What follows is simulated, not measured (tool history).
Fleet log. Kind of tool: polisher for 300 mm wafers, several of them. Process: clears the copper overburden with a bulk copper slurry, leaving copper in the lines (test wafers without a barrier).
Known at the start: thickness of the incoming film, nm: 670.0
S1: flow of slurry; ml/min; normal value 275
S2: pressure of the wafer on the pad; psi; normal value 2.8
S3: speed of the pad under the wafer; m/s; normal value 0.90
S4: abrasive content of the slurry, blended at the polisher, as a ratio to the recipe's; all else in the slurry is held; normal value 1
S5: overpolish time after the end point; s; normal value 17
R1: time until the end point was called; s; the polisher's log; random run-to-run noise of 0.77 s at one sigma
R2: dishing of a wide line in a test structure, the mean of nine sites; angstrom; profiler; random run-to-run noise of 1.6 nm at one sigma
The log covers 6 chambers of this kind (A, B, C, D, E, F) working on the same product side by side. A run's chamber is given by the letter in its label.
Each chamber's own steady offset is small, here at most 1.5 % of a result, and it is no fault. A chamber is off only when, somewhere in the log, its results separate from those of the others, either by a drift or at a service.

run	day	S1	S2	S3	S4	S5	R1	R2
1B	0.558	275	2.8	0.90	1	17	83.530	707.08
# day 0.571: chamber E: slurry blender recalibrated
# day 0.858: chamber A: slurry nozzle cleaned
# day 0.900: chamber C: worn pad replaced by a new one
# day 0.904: chamber E: worn pad replaced by a new one
# day 0.950: chamber C: slurry nozzle cleaned
2E	0.971	275	2.8	0.90	1	17	82.552	716.17
# day 1.008: chamber D: worn pad replaced by a new one
# day 1.021: chamber A: slurry blender recalibrated
# day 1.100: chamber F: worn pad replaced by a new one
3A	1.362	275	2.8	0.90	1	17	83.368	705.64
4F	1.804	275	2.8	0.90	1	17	83.820	705.81
5C	2.296	275	2.8	0.90	1	17	82.867	692.81
# day 2.588: chamber D: slurry blender recalibrated
6D	2.762	275	2.8	0.90	1	17	83.745	698.49
7A	3.079	275	2.8	0.90	1	17	82.199	692.25
# day 3.283: chamber D: slurry nozzle cleaned
# day 3.292: chamber C: slurry blender recalibrated
8E	3.712	275	2.8	0.90	1	17	82.299	681.05
# day 4.071: chamber A: worn pad replaced by a new one
# day 4.150: chamber D: head pressure recalibrated
9D	4.212	275	2.8	0.90	1	17	82.273	714.52
10C	4.604	275	2.8	0.90	1	17	83.369	728.98
# day 4.642: chamber C: worn pad replaced by a new one
# day 5.125: chamber F: head pressure recalibrated
11B	5.217	275	2.8	0.90	1	17	86.847	705.38
12F	5.683	355	2.8	0.90	1	17	81.086	676.38
# day 5.862: chamber D: worn pad replaced by a new one
# day 6.233: chamber E: worn pad replaced by a new one
13A	6.250	355	2.8	0.90	1	17	81.409	710.28
# day 6.338: chamber F: worn pad replaced by a new one
14C	6.721	355	2.8	0.90	1	17	81.591	729.46
# day 6.858: chamber B: slurry nozzle cleaned
15B	7.133	355	2.8	0.90	1	17	86.122	694.92
# day 7.379: chamber D: slurry blender recalibrated
16E	7.738	355	2.8	0.90	1	17	81.265	703.04
# day 8.042: chamber B: slurry blender recalibrated
17F	8.246	355	2.8	0.90	1	17	81.598	717.40
# day 8.258: chamber C: worn pad replaced by a new one
# day 8.562: chamber A: worn pad replaced by a new one
18D	8.842	310	2.8	1.12	1	17	65.964	798.56
19B	9.483	310	2.8	1.12	1	17	69.827	772.14
# day 9.654: chamber C: slurry nozzle cleaned
20F	9.921	310	2.8	1.12	1	17	66.462	830.49
21A	10.500	310	2.8	1.12	1	17	64.942	827.74
# day 10.833: chamber D: worn pad replaced by a new one
22E	10.862	310	2.8	1.12	1	17	66.418	796.67
# day 10.992: chamber A: slurry blender recalibrated
# day 11.158: chamber F: slurry blender recalibrated
23D	11.167	310	2.8	1.12	1	17	65.727	798.48
# day 11.225: chamber F: worn pad replaced by a new one
# day 11.242: chamber E: slurry blender recalibrated
# day 11.429: chamber B: head pressure recalibrated
24C	11.767	275	2.8	0.90	1	17	81.858	714.06
# day 11.858: chamber C: worn pad replaced by a new one
# day 12.046: chamber D: slurry blender recalibrated
# day 12.192: chamber E: worn pad replaced by a new one
25A	12.312	275	2.8	0.90	1	17	83.437	695.57
# day 12.929: chamber F: slurry nozzle cleaned
26D	12.962	275	2.8	0.90	1	17	82.530	730.46
# day 13.367: chamber A: worn pad replaced by a new one
27B	13.483	275	2.8	0.90	1	17	89.948	694.85
# day 13.712: chamber C: slurry blender recalibrated
28C	14.029	275	2.8	0.90	1	17	82.707	718.93
29F	14.421	275	2.8	0.90	1	17	83.293	719.04
30E	15.075	275	2.8	0.90	1	17	82.236	726.47
31F	15.696	275	2.8	0.90	1	17	83.200	686.55
32D	16.133	200	2.8	0.90	1	17	86.959	699.19
# day 16.238: chamber C: worn pad replaced by a new one
33B	16.742	200	2.8	0.90	1	17	96.435	652.53
# day 16.967: chamber C: slurry nozzle cleaned
# day 17.154: chamber E: head pressure recalibrated
# day 17.312: chamber E: worn pad replaced by a new one
34A	17.371	200	2.8	0.90	1	17	86.114	687.05
# day 17.633: chamber A: worn pad replaced by a new one
35E	17.812	200	2.8	0.90	1	17	85.030	694.61
36C	18.408	200	2.8	0.90	1	17	84.026	724.07
37A	19.058	200	2.8	0.90	1	17	85.255	725.44

Is one chamber off against the others, does the gauge drift, or is nothing wrong? If a chamber is off, say which, and what the likeliest cause is.

It is chamber B that slowly wanders off from its peers.
Likeliest cause: removal rate lost through wear of the pad, % = 12.2.

Which of the 4 candidates below, each the usual settings with something changed and its results left as question marks, puts chamber B back in line with what the other chambers give on the usual settings?
Counts as in line when no further than this from what the other chambers average on the usual settings: R1 2.700 s; R2 55.00 angstrom
38B-1	19.525	275	2.7	0.88	1	17	?	?
38B-2	19.525	275	2.9	0.92	1	17	?	?
38B-3	19.525	275	2.6	0.84	1	17	?	?
38B-4	19.525	275	3.0	0.96	1	17	?	?

The mean the other chambers reach with the usual settings: R1 82.723 s; R2 710.30 angstrom
run	R1	R2
38B-1	101.310	623.03
38B-2	90.209	676.09
38B-3	110.260	586.71
38B-4	83.538	711.39
The answer is 38B-4, which returns the chamber to within the allowed miss of the others.
